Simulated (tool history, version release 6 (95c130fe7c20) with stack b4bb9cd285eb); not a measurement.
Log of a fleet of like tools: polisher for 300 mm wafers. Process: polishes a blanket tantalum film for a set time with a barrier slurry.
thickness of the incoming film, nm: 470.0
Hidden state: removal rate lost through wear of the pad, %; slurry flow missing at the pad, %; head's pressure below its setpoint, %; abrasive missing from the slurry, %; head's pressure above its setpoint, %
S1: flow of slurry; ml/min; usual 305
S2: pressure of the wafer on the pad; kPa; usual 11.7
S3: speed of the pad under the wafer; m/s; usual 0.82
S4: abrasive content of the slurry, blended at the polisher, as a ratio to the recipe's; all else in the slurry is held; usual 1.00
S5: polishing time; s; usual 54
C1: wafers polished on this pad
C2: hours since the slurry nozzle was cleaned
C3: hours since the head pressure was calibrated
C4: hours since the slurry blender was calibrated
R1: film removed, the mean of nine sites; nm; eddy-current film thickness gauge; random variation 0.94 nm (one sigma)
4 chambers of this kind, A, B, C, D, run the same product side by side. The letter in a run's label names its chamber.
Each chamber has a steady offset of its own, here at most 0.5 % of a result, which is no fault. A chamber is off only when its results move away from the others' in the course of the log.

run 1D day=0.425 | S1=305 S2=11.7 S3=0.82 S4=1.00 S5=54 | C1=941 C2=27.2 C3=323.8 C4=59.0 | R1=71.091
run 2B day=0.842 | S1=305 S2=11.7 S3=0.82 S4=1.00 S5=54 | C1=1004 C2=232.7 C3=72.0 C4=147.0 | R1=68.618
-- day=1.217 chamber A: worn pad replaced by a new one
run 3A day=1.362 | S1=305 S2=11.7 S3=0.82 S4=1.00 S5=54 | C1=30 C2=544.6 C3=75.3 C4=129.5 | R1=68.659
-- day=1.425 chamber B: worn pad replaced by a new one
run 4C day=1.704 | S1=305 S2=11.7 S3=0.82 S4=1.00 S5=54 | C1=518 C2=379.8 C3=426.4 C4=222.7 | R1=70.349
run 5A day=1.988 | S1=305 S2=11.7 S3=0.82 S4=1.00 S5=54 | C1=158 C2=559.6 C3=90.3 C4=144.5 | R1=69.384
run 6C day=2.429 | S1=305 S2=11.7 S3=0.82 S4=0.90 S5=54 | C1=666 C2=397.2 C3=443.8 C4=240.1 | R1=66.428
-- day=2.600 chamber C: worn pad replaced by a new one
run 7D day=2.688 | S1=305 S2=11.7 S3=0.82 S4=0.90 S5=54 | C1=1404 C2=81.5 C3=378.1 C4=113.3 | R1=67.665
run 8B day=2.958 | S1=305 S2=11.7 S3=0.82 S4=0.90 S5=54 | C1=314 C2=283.5 C3=122.8 C4=197.8 | R1=67.199
-- day=2.967 chamber D: worn pad replaced by a new one
run 9C day=3.462 | S1=305 S2=11.7 S3=0.82 S4=0.90 S5=54 | C1=176 C2=422.0 C3=468.6 C4=264.9 | R1=65.897
run 10D day=3.742 | S1=305 S2=11.7 S3=0.82 S4=1.00 S5=54 | C1=159 C2=106.8 C3=403.4 C4=138.6 | R1=69.183
-- day=3.996 chamber A: slurry blender recalibrated
run 11B day=4.279 | S1=305 S2=11.7 S3=0.96 S4=1.25 S5=54 | C1=584 C2=315.2 C3=154.5 C4=229.5 | R1=87.111
-- day=4.579 chamber A: worn pad replaced by a new one
run 12A day=4.725 | S1=305 S2=11.7 S3=0.96 S4=1.25 S5=54 | C1=30 C2=625.3 C3=156.0 C4=17.6 | R1=83.996
-- day=4.921 chamber B: slurry blender recalibrated
run 13D day=5.038 | S1=305 S2=11.7 S3=0.96 S4=1.25 S5=54 | C1=424 C2=137.9 C3=434.5 C4=169.7 | R1=84.006
-- day=5.542 chamber B: worn pad replaced by a new one
-- day=5.546 chamber D: head pressure recalibrated
run 14C day=5.571 | S1=305 S2=11.7 S3=0.96 S4=1.25 S5=54 | C1=608 C2=472.6 C3=519.2 C4=315.5 | R1=85.047
run 15B day=5.896 | S1=305 S2=11.7 S3=0.82 S4=1.00 S5=54 | C1=72 C2=354.0 C3=193.3 C4=23.5 | R1=70.090
-- day=6.071 chamber C: worn pad replaced by a new one
run 16A day=6.292 | S1=305 S2=11.7 S3=0.68 S4=0.75 S5=54 | C1=350 C2=662.9 C3=193.6 C4=55.2 | R1=53.492
run 17A day=6.692 | S1=305 S2=11.7 S3=0.68 S4=0.75 S5=54 | C1=432 C2=672.5 C3=203.2 C4=64.8 | R1=53.131
run 18C day=6.983 | S1=305 S2=11.7 S3=0.68 S4=0.75 S5=54 | C1=187 C2=506.5 C3=553.1 C4=349.4 | R1=52.700
run 19D day=7.525 | S1=305 S2=11.7 S3=0.68 S4=0.75 S5=54 | C1=933 C2=197.6 C3=47.5 C4=229.4 | R1=51.493
run 20B day=8.004 | S1=305 S2=11.7 S3=0.82 S4=1.25 S5=54 | C1=504 C2=404.6 C3=243.9 C4=74.1 | R1=75.541
-- day=8.221 chamber A: worn pad replaced by a new one
run 21C day=8.588 | S1=305 S2=11.7 S3=0.82 S4=1.25 S5=54 | C1=515 C2=545.0 C3=591.6 C4=387.9 | R1=72.642
run 22A day=9.062 | S1=305 S2=11.7 S3=0.82 S4=1.25 S5=54 | C1=172 C2=729.4 C3=260.1 C4=121.7 | R1=72.457
-- day=9.088 chamber B: slurry nozzle cleaned
-- day=9.238 chamber C: worn pad replaced by a new one
run 23B day=9.629 | S1=305 S2=11.7 S3=0.82 S4=1.25 S5=54 | C1=836 C2=13.0 C3=282.9 C4=113.1 | R1=75.895
-- day=9.888 chamber D: worn pad replaced by a new one
-- day=9.892 chamber A: slurry nozzle cleaned
-- day=10.192 chamber C: slurry blender recalibrated
run 24D day=10.204 | S1=305 S2=11.7 S3=0.82 S4=1.00 S5=54 | C1=64 C2=261.9 C3=111.8 C4=293.7 | R1=65.684
-- day=10.475 chamber B: worn pad replaced by a new one
run 25B day=10.567 | S1=305 S2=11.7 S3=0.82 S4=1.00 S5=54 | C1=18 C2=35.5 C3=305.4 C4=135.6 | R1=71.158
-- day=10.750 chamber A: slurry blender recalibrated
run 26C day=10.883 | S1=305 S2=11.7 S3=0.82 S4=1.00 S5=54 | C1=336 C2=600.1 C3=646.7 C4=16.7 | R1=69.982
run 27A day=11.329 | S1=305 S2=11.7 S3=0.82 S4=1.00 S5=54 | C1=636 C2=34.5 C3=314.5 C4=14.0 | R1=70.452
run 28D day=11.650 | S1=305 S2=11.7 S3=0.82 S4=1.00 S5=54 | C1=360 C2=296.6 C3=146.5 C4=328.4 | R1=65.292
run 29B day=12.050 | S1=305 S2=11.7 S3=0.82 S4=1.00 S5=54 | C1=322 C2=71.1 C3=341.0 C4=171.2 | R1=68.486
-- day=12.062 chamber A: worn pad replaced by a new one
-- day=12.225 chamber B: head pressure recalibrated
run 30C day=12.496 | S1=305 S2=11.7 S3=0.82 S4=1.00 S5=54 | C1=666 C2=638.8 C3=685.4 C4=55.4 | R1=68.011
run 31D day=12.867 | S1=305 S2=11.7 S3=0.82 S4=1.00 S5=54 | C1=609 C2=325.8 C3=175.7 C4=357.6 | R1=65.109
-- day=13.083 chamber D: slurry nozzle cleaned
run 32A day=13.188 | S1=305 S2=11.7 S3=0.82 S4=1.00 S5=54 | C1=230 C2=79.1 C3=359.1 C4=58.6 | R1=69.069
-- day=13.262 chamber C: worn pad replaced by a new one
run 33A day=13.746 | S1=305 S2=11.7 S3=0.82 S4=1.00 S5=54 | C1=344 C2=92.5 C3=372.5 C4=72.0 | R1=68.559
run 34B day=14.050 | S1=305 S2=11.7 S3=0.82 S4=1.00 S5=54 | C1=731 C2=119.1 C3=43.8 C4=219.2 | R1=68.891
run 35D day=14.479 | S1=305 S2=11.7 S3=0.82 S4=1.00 S5=54 | C1=939 C2=33.5 C3=214.4 C4=396.3 | R1=63.039
-- day=14.929 chamber C: head pressure recalibrated
run 36C day=15.042 | S1=395 S2=11.7 S3=0.82 S4=1.00 S5=67 | C1=364 C2=699.9 C3=2.8 C4=116.5 | R1=88.014
-- day=15.300 chamber B: worn pad replaced by a new one
-- day=15.329 chamber A: worn pad replaced by a new one
run 37A day=15.446 | S1=395 S2=11.7 S3=0.82 S4=1.00 S5=67 | C1=23 C2=133.3 C3=413.3 C4=112.8 | R1=88.266
-- day=15.512 chamber D: worn pad replaced by a new one
-- day=15.779 chamber B: slurry blender recalibrated
run 38C day=15.967 | S1=395 S2=11.7 S3=0.82 S4=1.00 S5=67 | C1=553 C2=722.1 C3=25.0 C4=138.7 | R1=86.489
-- day=16.404 chamber C: worn pad replaced by a new one
run 39D day=16.450 | S1=395 S2=11.7 S3=0.82 S4=1.00 S5=67 | C1=192 C2=80.8 C3=261.7 C4=443.6 | R1=78.891
run 40B day=16.800 | S1=305 S2=11.7 S3=0.82 S4=1.00 S5=54 | C1=307 C2=185.1 C3=109.8 C4=24.6 | R1=69.718
run 41D day=17.292 | S1=305 S2=11.7 S3=0.82 S4=1.00 S5=54 | C1=364 C2=101.0 C3=281.9 C4=463.8 | R1=62.693
-- day=17.475 chamber C: slurry nozzle cleaned
run 42B day=17.754 | S1=305 S2=11.7 S3=0.82 S4=1.15 S5=54 | C1=502 C2=208.0 C3=132.7 C4=47.5 | R1=73.188
run 43C day=18.133 | S1=305 S2=11.7 S3=0.82 S4=1.15 S5=54 | C1=354 C2=15.8 C3=77.0 C4=190.7 | R1=70.892

All 4 chambers run these settings next. Forecast each chamber's results:
run 44A day=18.546 | S1=305 S2=11.7 S3=0.82 S4=1.00 S5=54 | R1=?
run 44B day=18.546 | S1=305 S2=11.7 S3=0.82 S4=1.00 S5=54 | R1=?
run 44C day=18.546 | S1=305 S2=11.7 S3=0.82 S4=1.00 S5=54 | R1=?
run 44D day=18.546 | S1=305 S2=11.7 S3=0.82 S4=1.00 S5=54 | R1=?

run=44A R1=68.547
run=44B R1=70.568
run=44C R1=69.604
run=44D R1=63.030
